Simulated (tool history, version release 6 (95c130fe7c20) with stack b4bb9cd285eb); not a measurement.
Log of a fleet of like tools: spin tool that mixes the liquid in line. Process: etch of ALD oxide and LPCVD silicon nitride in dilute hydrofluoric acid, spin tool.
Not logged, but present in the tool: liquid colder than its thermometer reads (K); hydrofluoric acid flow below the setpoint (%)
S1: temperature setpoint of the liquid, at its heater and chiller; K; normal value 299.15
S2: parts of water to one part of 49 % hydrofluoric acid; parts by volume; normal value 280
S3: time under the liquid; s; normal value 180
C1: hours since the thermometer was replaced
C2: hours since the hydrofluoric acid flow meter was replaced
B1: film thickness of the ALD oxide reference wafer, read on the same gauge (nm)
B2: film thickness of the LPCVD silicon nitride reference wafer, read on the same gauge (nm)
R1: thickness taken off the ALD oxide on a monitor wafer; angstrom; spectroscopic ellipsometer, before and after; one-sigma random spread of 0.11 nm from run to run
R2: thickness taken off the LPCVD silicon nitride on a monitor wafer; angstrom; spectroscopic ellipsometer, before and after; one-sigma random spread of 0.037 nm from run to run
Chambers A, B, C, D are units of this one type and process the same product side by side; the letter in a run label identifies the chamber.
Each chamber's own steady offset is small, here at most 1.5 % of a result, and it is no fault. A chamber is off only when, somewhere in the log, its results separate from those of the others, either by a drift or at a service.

run 1D hour=6.7 | S1=299.15 S2=280 S3=180 | C1=663.5 C2=762.5 | B1=150.04 B2=69.99 | R1=134.97 R2=3.2955
run 2C hour=15.6 | S1=299.15 S2=280 S3=180 | C1=1923.2 C2=116 | B1=150.01 B2=70.006 | R1=134.06 R2=3.5751
run 3B hour=21.2 | S1=299.15 S2=280 S3=180 | C1=1687.7 C2=632.7 | B1=150.03 B2=70 | R1=133.19 R2=3.2804
run 4A hour=30.4 | S1=299.15 S2=280 S3=180 | C1=261.2 C2=1887 | B1=150.01 B2=69.977 | R1=134.33 R2=4.1779
run 5D hour=35.2 | S1=299.15 S2=280 S3=180 | C1=692 C2=791 | B1=150 B2=69.994 | R1=133.91 R2=3.5502
run 6B hour=43.4 | S1=299.15 S2=280 S3=180 | C1=1709.9 C2=654.9 | B1=150.03 B2=69.983 | R1=133.93 R2=3.6886
run 7C hour=48.8 | S1=301.65 S2=280 S3=135 | C1=1956.4 C2=149.2 | B1=150.04 B2=69.982 | R1=107.33 R2=3.0056
run 8A hour=53.8 | S1=301.65 S2=280 S3=135 | C1=284.6 C2=1910.4 | B1=149.96 B2=70.012 | R1=108.07 R2=3.0495
run 9A hour=61.5 | S1=301.65 S2=280 S3=135 | C1=292.3 C2=1918.1 | B1=149.98 B2=70.012 | R1=109.86 R2=3.232
run 10B hour=71.4 | S1=301.65 S2=280 S3=135 | C1=1737.9 C2=682.9 | B1=149.98 B2=70.003 | R1=109.32 R2=2.8033
run 11D hour=77.7 | S1=299.15 S2=280 S3=180 | C1=734.5 C2=833.5 | B1=150.04 B2=70.001 | R1=132.61 R2=3.7168
run 12C hour=85.4 | S1=299.15 S2=280 S3=180 | C1=1993 C2=185.8 | B1=150.02 B2=69.99 | R1=130.83 R2=3.592
run 13B hour=92.7 | S1=299.15 S2=280 S3=180 | C1=1759.2 C2=704.2 | B1=149.98 B2=70.004 | R1=134.15 R2=4.2186
run 14D hour=99.2 | S1=299.15 S2=280 S3=180 | C1=756 C2=855 | B1=150.02 B2=69.997 | R1=133.83 R2=3.4171
run 15C hour=108.2 | S1=299.15 S2=280 S3=180 | C1=2015.8 C2=208.6 | B1=149.99 B2=70.002 | R1=132.17 R2=3.5121
run 16A hour=115.9 | S1=299.15 S2=280 S3=180 | C1=346.7 C2=1972.5 | B1=150.05 B2=70.012 | R1=135.84 R2=3.9456
run 17A hour=122.5 | S1=299.15 S2=280 S3=180 | C1=353.3 C2=1979.1 | B1=149.99 B2=69.993 | R1=134.68 R2=3.8139
run 18D hour=129.2 | S1=299.15 S2=280 S3=180 | C1=786 C2=885 | B1=150 B2=69.991 | R1=134.95 R2=3.8206
run 19C hour=136.2 | S1=299.15 S2=280 S3=180 | C1=2043.8 C2=236.6 | B1=150 B2=70.006 | R1=131.94 R2=3.9937
run 20B hour=141.9 | S1=299.15 S2=280 S3=180 | C1=1808.4 C2=753.4 | B1=149.97 B2=69.987 | R1=132.86 R2=3.2769
run 21B hour=147.4 | S1=299.15 S2=280 S3=180 | C1=1813.9 C2=758.9 | B1=150.02 B2=69.991 | R1=133.23 R2=3.9155
run 22A hour=157.5 | S1=299.15 S2=280 S3=180 | C1=388.3 C2=2014.1 | B1=149.98 B2=69.984 | R1=134.82 R2=3.8977
run 23D hour=164.2 | S1=299.15 S2=280 S3=180 | C1=821 C2=920 | B1=150.04 B2=70.007 | R1=132.6 R2=4.0064
run 24C hour=170.9 | S1=299.15 S2=280 S3=180 | C1=2078.5 C2=271.3 | B1=149.96 B2=69.993 | R1=133.44 R2=3.3186
run 25A hour=179.5 | S1=299.15 S2=280 S3=180 | C1=410.3 C2=2036.1 | B1=150.01 B2=69.981 | R1=135.98 R2=4.0209
run 26B hour=184.2 | S1=299.15 S2=280 S3=180 | C1=1850.7 C2=795.7 | B1=150.01 B2=69.99 | R1=132.73 R2=3.4007
run 27C hour=192.3 | S1=299.15 S2=280 S3=180 | C1=2099.9 C2=292.7 | B1=149.98 B2=70 | R1=132.16 R2=3.9897
run 28D hour=200.5 | S1=299.15 S2=280 S3=180 | C1=857.3 C2=956.3 | B1=149.97 B2=70.012 | R1=134.39 R2=3.9243
run 29A hour=210.4 | S1=299.15 S2=280 S3=180 | C1=441.2 C2=2067 | B1=149.95 B2=70.012 | R1=134.19 R2=4.0291
run 30C hour=215.9 | S1=299.15 S2=280 S3=180 | C1=2123.5 C2=316.3 | B1=149.98 B2=70.016 | R1=134.11 R2=3.6152
run 31B hour=221.4 | S1=299.15 S2=280 S3=180 | C1=1887.9 C2=832.9 | B1=150.02 B2=69.996 | R1=134.56 R2=3.7229
run 32D hour=228.3 | S1=294.65 S2=280 S3=245 | C1=885.1 C2=984.1 | B1=150.04 B2=69.996 | R1=159.56 R2=4.4279
run 33D hour=234.9 | S1=294.65 S2=280 S3=245 | C1=891.7 C2=990.7 | B1=150.03 B2=70.003 | R1=156.77 R2=3.8476
run 34B hour=244.5 | S1=294.65 S2=280 S3=245 | C1=1911 C2=856 | B1=150 B2=69.993 | R1=153.89 R2=3.922
run 35C hour=250.9 | S1=294.65 S2=280 S3=245 | C1=2158.5 C2=351.3 | B1=150.05 B2=70.027 | R1=154.31 R2=4.6885
run 36A hour=257.5 | S1=299.15 S2=280 S3=180 | C1=488.3 C2=2114.1 | B1=149.98 B2=70.005 | R1=137.12 R2=4.4706
run 37C hour=263.7 | S1=294.65 S2=385 S3=180 | C1=2171.3 C2=364.1 | B1=150.02 B2=70.004 | R1=76.006 R2=1.9085
run 38D hour=268.4 | S1=294.65 S2=385 S3=180 | C1=925.2 C2=1024.2 | B1=149.98 B2=69.996 | R1=76.101 R2=1.8451
run 39B hour=274.8 | S1=294.65 S2=385 S3=180 | C1=1941.3 C2=886.3 | B1=150.05 B2=69.999 | R1=74.121 R2=2.1116

Is one chamber off against the others, does the gauge drift, or is nothing wrong? If a chamber is off, say which, and what the likeliest cause is.

All chambers stay in line apart from their small fixed offsets, and the gauge does not drift.

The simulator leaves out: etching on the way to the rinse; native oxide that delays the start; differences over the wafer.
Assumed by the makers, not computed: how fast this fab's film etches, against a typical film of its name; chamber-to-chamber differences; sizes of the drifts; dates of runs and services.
